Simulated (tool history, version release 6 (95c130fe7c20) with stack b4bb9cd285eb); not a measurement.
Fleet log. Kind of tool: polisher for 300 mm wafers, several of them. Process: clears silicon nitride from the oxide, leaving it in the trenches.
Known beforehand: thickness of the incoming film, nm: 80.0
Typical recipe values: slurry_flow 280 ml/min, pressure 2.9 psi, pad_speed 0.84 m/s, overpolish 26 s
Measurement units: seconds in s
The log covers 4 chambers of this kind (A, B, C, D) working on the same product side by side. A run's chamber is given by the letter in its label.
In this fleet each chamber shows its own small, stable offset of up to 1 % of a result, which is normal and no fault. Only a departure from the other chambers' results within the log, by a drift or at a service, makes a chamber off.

run 1D hour=5.0 | slurry_flow=280 pressure=2.9 pad_speed=0.84 overpolish=26 | seconds=122.90
run 2A hour=7.8 | slurry_flow=280 pressure=2.9 pad_speed=0.84 overpolish=26 | seconds=118.58
run 3B hour=12.7 | slurry_flow=280 pressure=2.9 pad_speed=0.84 overpolish=26 | seconds=121.41
run 4C hour=16.6 | slurry_flow=280 pressure=2.9 pad_speed=0.84 overpolish=26 | seconds=122.35
run 5D hour=19.2 | slurry_flow=280 pressure=2.9 pad_speed=0.84 overpolish=26 | seconds=120.14
run 6A hour=22.6 | slurry_flow=280 pressure=2.9 pad_speed=0.84 overpolish=26 | seconds=120.10
run 7C hour=25.9 | slurry_flow=280 pressure=2.9 pad_speed=0.84 overpolish=26 | seconds=121.71
run 8B hour=30.2 | slurry_flow=280 pressure=2.9 pad_speed=0.84 overpolish=26 | seconds=119.51
run 9A hour=33.7 | slurry_flow=245 pressure=2.9 pad_speed=0.84 overpolish=26 | seconds=122.96
run 10B hour=38.3 | slurry_flow=245 pressure=2.9 pad_speed=0.84 overpolish=26 | seconds=123.16
-- hour=39.9 chamber D: worn pad replaced by a new one
-- hour=41.4 chamber D: slurry nozzle cleaned
run 11D hour=42.6 | slurry_flow=245 pressure=2.9 pad_speed=0.84 overpolish=26 | seconds=121.48
run 12C hour=45.5 | slurry_flow=245 pressure=2.9 pad_speed=0.84 overpolish=26 | seconds=123.17
-- hour=49.1 chamber B: worn pad replaced by a new one
run 13C hour=50.3 | slurry_flow=280 pressure=2.1 pad_speed=0.84 overpolish=26 | seconds=172.89
run 14A hour=55.1 | slurry_flow=280 pressure=2.1 pad_speed=0.84 overpolish=26 | seconds=164.56
run 15B hour=59.3 | slurry_flow=280 pressure=2.1 pad_speed=0.84 overpolish=26 | seconds=165.99
run 16D hour=63.1 | slurry_flow=280 pressure=2.1 pad_speed=0.84 overpolish=26 | seconds=165.61
-- hour=63.8 chamber A: worn pad replaced by a new one
run 17C hour=67.2 | slurry_flow=280 pressure=2.9 pad_speed=0.84 overpolish=26 | seconds=122.20
run 18A hour=72.4 | slurry_flow=280 pressure=3.4 pad_speed=0.84 overpolish=26 | seconds=103.16
run 19B hour=75.7 | slurry_flow=280 pressure=3.4 pad_speed=0.84 overpolish=26 | seconds=102.41
run 20D hour=80.9 | slurry_flow=280 pressure=3.4 pad_speed=0.84 overpolish=26 | seconds=103.89
run 21D hour=86.3 | slurry_flow=280 pressure=3.4 pad_speed=0.84 overpolish=26 | seconds=103.70
run 22C hour=89.4 | slurry_flow=280 pressure=2.9 pad_speed=0.60 overpolish=14 | seconds=172.93
run 23B hour=93.5 | slurry_flow=280 pressure=2.9 pad_speed=0.60 overpolish=14 | seconds=172.13
run 24A hour=97.0 | slurry_flow=280 pressure=2.9 pad_speed=0.60 overpolish=14 | seconds=167.48
run 25B hour=102.5 | slurry_flow=280 pressure=2.9 pad_speed=0.60 overpolish=14 | seconds=168.73
run 26A hour=106.7 | slurry_flow=220 pressure=2.9 pad_speed=0.84 overpolish=26 | seconds=125.41
-- hour=107.2 chamber A: head pressure recalibrated
run 27D hour=110.6 | slurry_flow=220 pressure=2.9 pad_speed=0.84 overpolish=26 | seconds=124.11
run 28C hour=113.4 | slurry_flow=220 pressure=2.9 pad_speed=0.84 overpolish=26 | seconds=126.53
run 29B hour=116.8 | slurry_flow=220 pressure=2.9 pad_speed=0.84 overpolish=26 | seconds=126.35
run 30A hour=121.3 | slurry_flow=280 pressure=2.9 pad_speed=0.84 overpolish=26 | seconds=121.32
-- hour=123.5 chamber B: slurry nozzle cleaned
run 31D hour=125.8 | slurry_flow=280 pressure=2.9 pad_speed=0.84 overpolish=26 | seconds=118.72
-- hour=131.2 chamber C: worn pad replaced by a new one
run 32C hour=131.6 | slurry_flow=280 pressure=2.9 pad_speed=0.84 overpolish=26 | seconds=122.50
run 33C hour=134.4 | slurry_flow=280 pressure=2.9 pad_speed=0.84 overpolish=26 | seconds=122.56
run 34A hour=138.1 | slurry_flow=280 pressure=2.9 pad_speed=0.84 overpolish=26 | seconds=119.57
run 35D hour=141.3 | slurry_flow=280 pressure=2.9 pad_speed=0.84 overpolish=26 | seconds=122.56
run 36B hour=145.8 | slurry_flow=280 pressure=2.9 pad_speed=0.84 overpolish=26 | seconds=120.32
-- hour=148.9 chamber D: worn pad replaced by a new one
run 37C hour=149.9 | slurry_flow=280 pressure=2.9 pad_speed=0.84 overpolish=26 | seconds=123.27
run 38A hour=153.0 | slurry_flow=280 pressure=2.9 pad_speed=0.84 overpolish=26 | seconds=121.16
run 39D hour=157.1 | slurry_flow=230 pressure=2.9 pad_speed=0.84 overpolish=26 | seconds=125.40
run 40B hour=159.6 | slurry_flow=230 pressure=2.9 pad_speed=0.84 overpolish=26 | seconds=121.79

Decide between three cases: one chamber stands off from its peers, the gauge reading all wafers drifts, or nothing is wrong past each chamber's small offset. Where a chamber is off, say which and what most likely put it there.

The fleet is healthy, with each chamber sitting at its usual small offset and no drift in the gauge.
